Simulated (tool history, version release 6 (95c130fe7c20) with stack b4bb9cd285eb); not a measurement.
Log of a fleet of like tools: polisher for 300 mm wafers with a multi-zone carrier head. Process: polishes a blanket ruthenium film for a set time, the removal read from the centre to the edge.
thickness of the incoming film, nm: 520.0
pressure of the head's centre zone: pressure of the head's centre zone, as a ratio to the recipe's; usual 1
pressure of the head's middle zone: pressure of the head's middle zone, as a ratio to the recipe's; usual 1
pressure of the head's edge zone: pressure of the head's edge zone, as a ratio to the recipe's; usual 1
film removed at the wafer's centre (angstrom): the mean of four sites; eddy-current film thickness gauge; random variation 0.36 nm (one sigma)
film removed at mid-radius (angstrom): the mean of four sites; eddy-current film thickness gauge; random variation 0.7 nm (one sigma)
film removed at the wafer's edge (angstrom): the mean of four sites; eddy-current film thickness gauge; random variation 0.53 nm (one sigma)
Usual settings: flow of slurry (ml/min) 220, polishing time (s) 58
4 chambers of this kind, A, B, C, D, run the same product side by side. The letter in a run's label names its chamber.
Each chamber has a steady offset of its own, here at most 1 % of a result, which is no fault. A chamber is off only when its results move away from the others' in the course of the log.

run	day	flow of slurry (ml/min)	pressure of the head's centre zone	pressure of the head's middle zone	pressure of the head's edge zone	polishing time (s)	wafers polished on this pad	hours since the slurry nozzle was cleaned	hours since the centre zone pressure was calibrated	hours since the edge zone pressure was calibrated	film removed at the wafer's centre (angstrom)	film removed at mid-radius (angstrom)	film removed at the wafer's edge (angstrom)
# day 0.108: chamber A: worn pad replaced by a new one
1A	0.196	220	1	1	1	58	17	574.5	244.1	1127.9	513.22	521.94	506.06
2D	0.483	220	1	1	1	58	922	404.6	51.7	142.3	509.5	522.87	510.39
# day 0.558: chamber A: edge zone pressure recalibrated
3C	0.754	220	1	1	1	58	255	66.4	1122.8	689.2	507.71	507.93	512.85
4B	0.942	220	1	1	1	58	213	401.4	110.1	59.3	513.34	502.93	506.66
# day 0.967: chamber D: worn pad replaced by a new one
5B	1.096	220	1	1	1	58	244	405.1	113.8	63	510.98	501.43	514.9
6D	1.408	220	1	1	1	58	87	426.8	73.9	164.5	510.67	514.72	519.05
7C	1.704	220	1	1	1	58	442	89.2	1145.6	712	512.34	516.29	508.99
8A	1.933	220	1	1	1	58	358	616.2	285.8	33	507.16	516.37	515.6
9C	2.246	220	1	1	1	58	548	102.2	1158.6	725	510.32	521.7	512.4
10D	2.475	220	1	1	1	73	296	452.4	99.5	190.1	650.46	646.48	640.57
11A	2.771	220	1	1	1	73	523	636.3	305.9	53.1	643.36	630.47	639.27
# day 2.954: chamber B: slurry nozzle cleaned
12B	3.004	220	1	1	1	73	619	1.2	159.6	108.8	644.07	623.28	646.46
# day 3.129: chamber A: worn pad replaced by a new one
13D	3.279	220	1	1	1	73	454	471.7	118.8	209.4	634.71	654.98	638.46
14A	3.575	220	1	1	1	58	88	655.6	325.2	72.4	505.14	522.52	506.03
15C	3.808	220	1	1	1	58	855	139.7	1196.1	762.5	501.54	508.06	502.12
16B	3.954	220	1	1	1	58	805	24	182.4	131.6	520.54	510.71	506.96
17A	4.242	220	1	1	1	58	219	671.6	341.2	88.4	510.72	527.26	512.76
18B	4.483	220	1	1	1	58	909	36.7	195.1	144.3	512.18	513.04	521.12
19D	4.675	155	1	1.05	1	58	729	505.2	152.3	242.9	485.33	503.57	493.22
20C	4.867	155	1	1.05	1	58	1063	165.1	1221.5	787.9	455.96	495.46	473.93
21B	5.117	155	1	1.05	1	58	1034	51.9	210.3	159.5	488.35	505.94	502.27
22A	5.288	155	1	1.05	1	58	424	696.7	366.3	113.5	477.02	498.72	489.66
23C	5.529	220	1	1	1	58	1193	181	1237.4	803.8	485.09	504.73	494.76
24D	5.775	220	1	1	1	58	945	531.6	178.7	269.3	514.27	517.96	509.06
# day 5.896: chamber C: worn pad replaced by a new one
# day 5.917: chamber A: worn pad replaced by a new one
25D	6.092	220	1	1	1	58	1007	539.2	186.3	276.9	509.31	502.3	512.44
26C	6.358	220	1	1	1	58	91	200.9	1257.3	823.7	486.68	491.56	493.91
27B	6.517	220	1	1	1	58	1309	85.5	243.9	193.1	510.82	494.98	514.16
# day 6.738: chamber B: worn pad replaced by a new one
28A	6.792	220	1	1	1	58	172	732.8	402.4	149.6	506.99	507.36	507.16
29D	7.117	220	1	1	0.91	58	1208	563.8	210.9	301.5	507.94	517.72	484.29
30B	7.317	220	1	1	0.91	58	113	104.7	263.1	212.3	511.93	513.85	493.86
# day 7.421: chamber C: centre zone pressure recalibrated
31C	7.517	220	1	1	0.91	58	318	228.7	2.3	851.5	475.31	475.45	455.91
32A	7.712	220	1	1	0.91	58	353	754.9	424.5	171.7	506.12	509.62	480.09

Next, every chamber runs the same settings. What will each give?
33A	7.946	220	1	1	1	43					?	?	?
33B	7.946	220	1	1	1	43					?	?	?
33C	7.946	220	1	1	1	43					?	?	?
33D	7.946	220	1	1	1	43					?	?	?

run	film removed at the wafer's centre (angstrom)	film removed at mid-radius (angstrom)	film removed at the wafer's edge (angstrom)
33A	377.44	382.12	378.93
33B	384.05	381.1	381.17
33C	355.93	343.06	365.09
33D	380.16	376.93	378.66
